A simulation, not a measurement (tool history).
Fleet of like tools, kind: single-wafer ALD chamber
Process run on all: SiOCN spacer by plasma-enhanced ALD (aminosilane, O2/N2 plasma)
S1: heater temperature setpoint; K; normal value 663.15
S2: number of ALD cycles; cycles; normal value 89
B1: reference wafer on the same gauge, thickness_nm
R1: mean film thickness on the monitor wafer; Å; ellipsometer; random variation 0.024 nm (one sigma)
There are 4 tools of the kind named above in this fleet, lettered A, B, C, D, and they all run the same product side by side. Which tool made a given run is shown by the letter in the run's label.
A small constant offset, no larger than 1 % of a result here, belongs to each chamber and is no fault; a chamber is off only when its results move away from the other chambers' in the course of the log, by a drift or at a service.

run,day,S1,S2,B1,R1
# day 0.158: chamber B: thermocouple changed; heater temperature recalibrated
1D,0.179,663.15,89,4.3917,53.176
# day 0.425: chamber C: thermocouple changed; heater temperature recalibrated
2B,0.508,663.15,89,4.3882,53.544
3A,0.771,663.15,89,4.3856,53.380
4C,0.942,663.15,89,4.3945,53.586
5D,1.225,663.15,89,4.3911,53.314
6A,1.479,663.15,89,4.3904,53.838
7C,1.738,663.15,89,4.3851,53.195
8B,1.917,663.15,89,4.3883,53.573
9D,2.129,663.15,89,4.3888,53.570
10C,2.317,677.15,89,4.3932,52.633
11B,2.562,677.15,89,4.3877,52.999
12A,2.754,677.15,89,4.3889,53.255
13A,3.000,677.15,89,4.3888,52.657
14B,3.196,663.15,89,4.3889,53.715
15C,3.492,663.15,89,4.3928,53.167
16D,3.700,663.15,89,4.3912,53.420
17C,3.896,663.15,89,4.3871,53.051
18D,4.238,654.15,74,4.3962,44.297
19B,4.421,654.15,74,4.3900,44.817
20A,4.600,654.15,74,4.3907,44.693
21C,4.888,654.15,74,4.3933,44.260
22D,5.096,651.15,95,4.3879,57.182
23A,5.262,651.15,95,4.3931,57.465
24B,5.433,651.15,95,4.3854,57.323
25A,5.592,651.15,95,4.3852,57.245
26C,5.833,663.15,89,4.3898,53.442
27B,6.146,663.15,89,4.3894,53.328
28D,6.404,663.15,89,4.3866,53.696
29B,6.612,663.15,89,4.3920,53.896
30A,6.883,668.15,76,4.3926,46.182
31D,7.133,668.15,76,4.3917,45.768
32C,7.408,668.15,76,4.3861,45.301
33A,7.604,668.15,76,4.3863,45.815
34C,7.825,663.15,89,4.3897,53.276
35D,8.004,663.15,89,4.3937,53.821
36B,8.354,663.15,89,4.3876,54.092
37A,8.550,663.15,89,4.3886,53.866
38D,8.733,663.15,89,4.3959,53.600
39B,9.038,663.15,81,4.3885,49.054

Has any chamber moved away from the others, gradually or after a service, or does the common gauge drift, or do the chambers differ only by their own small steady offsets? State the chamber and the most likely cause if one applies.

No chamber is off and the gauge is stable; the differences are just each chamber's small, constant offset.
